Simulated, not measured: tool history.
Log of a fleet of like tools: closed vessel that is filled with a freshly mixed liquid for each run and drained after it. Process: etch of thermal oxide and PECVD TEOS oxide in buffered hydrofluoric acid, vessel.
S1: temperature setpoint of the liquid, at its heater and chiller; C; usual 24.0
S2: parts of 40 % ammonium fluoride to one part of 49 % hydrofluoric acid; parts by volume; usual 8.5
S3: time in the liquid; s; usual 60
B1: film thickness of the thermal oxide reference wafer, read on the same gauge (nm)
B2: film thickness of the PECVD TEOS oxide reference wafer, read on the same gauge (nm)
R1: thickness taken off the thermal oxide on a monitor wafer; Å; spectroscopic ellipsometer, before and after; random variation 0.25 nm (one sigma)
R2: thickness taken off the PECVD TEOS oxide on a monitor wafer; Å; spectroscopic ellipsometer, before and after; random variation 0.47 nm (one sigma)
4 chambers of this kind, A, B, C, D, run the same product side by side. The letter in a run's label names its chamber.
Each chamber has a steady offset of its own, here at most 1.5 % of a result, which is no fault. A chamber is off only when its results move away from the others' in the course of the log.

Run 1C, hour 4.2: usual settings; B1 30.032; B2 150.00. Result: R1 801.67 Å, R2 1479.20 Å.
Run 2B, hour 8.3: usual settings; B1 30.006; B2 150.02. Result: R1 797.33 Å, R2 1479.10 Å.
Run 3D, hour 12.9: usual settings; B1 30.001; B2 150.01. Result: R1 787.47 Å, R2 1488.70 Å.
Run 4A, hour 15.8: usual settings; B1 30.011; B2 149.98. Result: R1 798.95 Å, R2 1471.20 Å.
Run 5D, hour 21.4: usual settings but S2 7.0 parts by volume; B1 29.989; B2 150.02. Result: R1 968.16 Å, R2 1832.90 Å.
Run 6B, hour 26.9: usual settings but S2 7.0 parts by volume; B1 30.001; B2 149.96. Result: R1 980.16 Å, R2 1835.10 Å.
Run 7C, hour 31.1: usual settings but S2 7.0 parts by volume; B1 29.973; B2 150.02. Result: R1 988.86 Å, R2 1817.30 Å.
Run 8A, hour 36.6: usual settings but S2 7.0 parts by volume; B1 30.033; B2 150.03. Result: R1 985.08 Å, R2 1809.30 Å.
Run 9B, hour 40.5: usual settings but S3 30 s; B1 29.964; B2 150.03. Result: R1 397.32 Å, R2 734.43 Å.
Run 10A, hour 43.3: usual settings but S3 30 s; B1 29.988; B2 150.02. Result: R1 399.46 Å, R2 738.33 Å.
Run 11C, hour 46.3: usual settings but S3 30 s; B1 29.940; B2 150.00. Result: R1 398.34 Å, R2 739.70 Å.
Run 12D, hour 49.3: usual settings but S3 30 s; B1 30.033; B2 150.03. Result: R1 393.44 Å, R2 740.87 Å.
Run 13D, hour 54.1: usual settings; B1 30.007; B2 150.00. Result: R1 788.55 Å, R2 1490.10 Å.
At hour 60.0: chamber B: thermometer replaced.
Run 14B, hour 60.0: usual settings; B1 29.968; B2 149.99. Result: R1 798.66 Å, R2 1475.90 Å.
Run 15C, hour 62.8: usual settings but S2 6.0 parts by volume, S3 40 s; B1 29.988; B2 150.00. Result: R1 750.93 Å, R2 1392.00 Å.
Run 16A, hour 67.9: usual settings but S2 6.0 parts by volume, S3 40 s; B1 29.984; B2 149.94. Result: R1 744.23 Å, R2 1377.90 Å.
Run 17B, hour 71.0: usual settings but S2 6.0 parts by volume, S3 40 s; B1 29.988; B2 150.03. Result: R1 752.59 Å, R2 1389.90 Å.
Run 18D, hour 76.5: usual settings but S2 6.0 parts by volume, S3 40 s; B1 30.028; B2 149.99. Result: R1 735.22 Å, R2 1391.60 Å.
Run 19A, hour 80.9: usual settings; B1 30.009; B2 149.92. Result: R1 798.01 Å, R2 1471.70 Å.
Run 20C, hour 84.6: usual settings; B1 29.994; B2 150.00. Result: R1 800.92 Å, R2 1481.80 Å.
Run 21C, hour 90.4: usual settings; B1 30.032; B2 150.02. Result: R1 804.50 Å, R2 1478.30 Å.
Run 22A, hour 95.2: usual settings but S1 19.5 C, S3 45 s; B1 29.977; B2 150.00. Result: R1 466.54 Å, R2 866.40 Å.
Run 23D, hour 99.4: usual settings but S1 19.5 C, S3 45 s; B1 29.985; B2 150.01. Result: R1 459.05 Å, R2 867.40 Å.
Run 24B, hour 102.2: usual settings but S1 19.5 C, S3 45 s; B1 29.992; B2 150.00. Result: R1 466.55 Å, R2 864.23 Å.
Run 25D, hour 106.6: usual settings but S1 19.5 C, S3 45 s; B1 30.006; B2 149.98. Result: R1 459.05 Å, R2 870.62 Å.
Run 26B, hour 109.7: usual settings; B1 29.955; B2 149.99. Result: R1 795.47 Å, R2 1475.20 Å.
Run 27A, hour 114.4: usual settings; B1 30.011; B2 149.99. Result: R1 801.71 Å, R2 1469.60 Å.
Run 28C, hour 117.2: usual settings; B1 29.995; B2 150.04. Result: R1 804.97 Å, R2 1479.90 Å.
Run 29C, hour 119.9: usual settings but S2 10.5 parts by volume, S3 95 s; B1 29.990; B2 150.01. Result: R1 1066.50 Å, R2 1971.10 Å.
Run 30B, hour 123.7: usual settings but S2 10.5 parts by volume, S3 95 s; B1 29.992; B2 150.01. Result: R1 1056.30 Å, R2 1954.00 Å.
Run 31A, hour 128.0: usual settings but S2 10.5 parts by volume, S3 95 s; B1 29.947; B2 150.03. Result: R1 1073.40 Å, R2 1964.20 Å.
Run 32D, hour 132.2: usual settings but S2 10.5 parts by volume, S3 95 s; B1 30.024; B2 150.00. Result: R1 1051.00 Å, R2 1981.00 Å.
Run 33D, hour 135.2: usual settings but S1 28.0 C; B1 30.006; B2 150.01. Result: R1 983.12 Å, R2 1840.60 Å.
Run 34A, hour 138.7: usual settings but S1 28.0 C; B1 29.999; B2 149.99. Result: R1 990.37 Å, R2 1825.20 Å.
Run 35B, hour 144.4: usual settings but S1 28.0 C; B1 30.030; B2 149.96. Result: R1 987.49 Å, R2 1819.80 Å.
Run 36C, hour 148.9: usual settings but S1 28.0 C; B1 29.994; B2 149.98. Result: R1 992.03 Å, R2 1829.50 Å.
Run 37B, hour 152.0: usual settings; B1 29.980; B2 150.00. Result: R1 795.45 Å, R2 1473.60 Å.

Is one chamber off against the others, does the gauge drift, or is nothing wrong? If a chamber is off, say which, and what the likeliest cause is.

No chamber stands off beyond its own small offset, and the gauge holds steady.

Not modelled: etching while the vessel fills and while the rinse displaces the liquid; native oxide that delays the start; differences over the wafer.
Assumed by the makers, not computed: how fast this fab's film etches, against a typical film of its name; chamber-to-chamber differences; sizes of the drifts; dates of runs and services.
